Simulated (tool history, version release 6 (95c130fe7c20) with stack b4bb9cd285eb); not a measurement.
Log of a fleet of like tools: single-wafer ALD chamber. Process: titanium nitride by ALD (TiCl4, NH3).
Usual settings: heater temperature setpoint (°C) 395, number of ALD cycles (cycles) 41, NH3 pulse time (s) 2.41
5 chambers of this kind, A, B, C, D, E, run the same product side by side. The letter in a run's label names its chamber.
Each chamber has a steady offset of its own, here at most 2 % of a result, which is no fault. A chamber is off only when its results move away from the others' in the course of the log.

run   hour  heater temperature setpoint (°C)  number of ALD cycles (cycles)  NH3 pulse time (s)  hours since the last thermocouple change  read-back reference wafer on the same gauge, thickness_nm  mean film thickness on the monitor wafer (Å)
 1A    4.1                               395                             41                2.41                                    1358.8                                                     1.0474                                        9.0402
 2D    8.1                               395                             41                2.41                                    1795.3                                                     1.0483                                        9.1286
 3B   12.2                               395                             41                2.41                                    1586.9                                                     1.0468                                        8.8946
 4E   15.1                               395                             41                2.41                                    1275.0                                                     1.0479                                        9.0278
 5C   17.6                               395                             41                2.41                                    1329.4                                                     1.0483                                        9.0340
 6C   20.8                               395                             41                2.41                                    1332.6                                                     1.0482                                        9.0682
 7B   23.1                               395                             41                2.41                                    1597.8                                                     1.0489                                        8.8717
 8D   27.1                               395                             41                2.41                                    1814.3                                                     1.0484                                        9.0700
 9E   31.0                               395                             41                2.41                                    1290.9                                                     1.0490                                        9.1100
10A   34.5                               395                             41                2.41                                    1389.2                                                     1.0495                                        9.0353
11D   38.5                               395                             41                2.41                                    1825.7                                                     1.0477                                        9.1787
12E   42.8                               395                             41                2.41                                    1302.7                                                     1.0470                                        9.0658
13A   47.1                               395                             41                2.41                                    1401.8                                                     1.0482                                        8.9986
14C   49.2                               395                             41                2.41                                    1361.0                                                     1.0473                                        9.0063
15B   51.7                               395                             41                2.41                                    1626.4                                                     1.0471                                        8.7916
16C   53.8                               395                             41                2.41                                    1365.6                                                     1.0468                                        9.0495
17B   57.4                               395                             41                2.41                                    1632.1                                                     1.0478                                        8.8998
18A   59.3                               395                             41                2.41                                    1414.0                                                     1.0478                                        9.0154
19D   62.8                               395                             41                2.41                                    1850.0                                                     1.0478                                        9.0969
20E   66.9                               395                             41                2.41                                    1326.8                                                     1.0487                                        9.0473
21E   69.1                               395                             41                2.41                                    1329.0                                                     1.0474                                        9.0454
22B   71.4                               395                             41                2.41                                    1646.1                                                     1.0476                                        8.8819
23A   74.4                               395                             41                2.41                                    1429.1                                                     1.0487                                        9.0839
24C   77.8                               408                             41                1.68                                    1389.6                                                     1.0485                                        9.0194
25D   80.1                               408                             41                1.68                                    1867.3                                                     1.0465                                        9.0366
26D   84.3                               408                             41                1.68                                    1871.5                                                     1.0482                                        9.0190
27E   88.2                               408                             41                1.68                                    1348.1                                                     1.0480                                        8.9910
28A   92.2                               408                             41                1.68                                    1446.9                                                     1.0482                                        8.9814
29B   94.5                               395                             41                2.41                                    1669.2                                                     1.0474                                        8.9863
30C   97.7                               395                             41                2.41                                    1409.5                                                     1.0480                                        9.0381
31C  100.1                               395                             41                2.41                                    1411.9                                                     1.0482                                        9.0606
32E  103.7                               395                             41                2.41                                    1363.6                                                     1.0491                                        8.9589
33D  107.1                               395                             41                2.41                                    1894.3                                                     1.0467                                        9.0923
34B  110.2                               395                             41                2.41                                    1684.9                                                     1.0491                                        8.9326
35A  114.4                               395                             41                2.41                                    1469.1                                                     1.0474                                        9.0767
36C  118.0                               395                             41                2.41                                    1429.8                                                     1.0481                                        9.0296
37A  121.7                               395                             41                2.41                                    1476.4                                                     1.0471                                        9.0309
38D  123.8                               395                             41                2.41                                    1911.0                                                     1.0476                                        9.0984
39B  126.6                               395                             41                2.41                                    1701.3                                                     1.0490                                        8.8514
40E  130.6                               395                             47                2.05                                    1390.5                                                     1.0494                                       10.3210
41C  132.8                               395                             47                2.05                                    1444.6                                                     1.0481                                       10.2830
42D  134.7                               395                             47                2.05                                    1921.9                                                     1.0480                                       10.3640

Next, every chamber runs the same settings. What will each give?
43A  137.9                               406                             41                2.41                                                                                                                                                  ?
43B  137.9                               406                             41                2.41                                                                                                                                                  ?
43C  137.9                               406                             41                2.41                                                                                                                                                  ?
43D  137.9                               406                             41                2.41                                                                                                                                                  ?
43E  137.9                               406                             41                2.41                                                                                                                                                  ?

run  mean film thickness on the monitor wafer (Å)
43A                                        9.1028
43B                                        8.9445
43C                                        9.0158
43D                                        9.1569
43E                                        9.0835
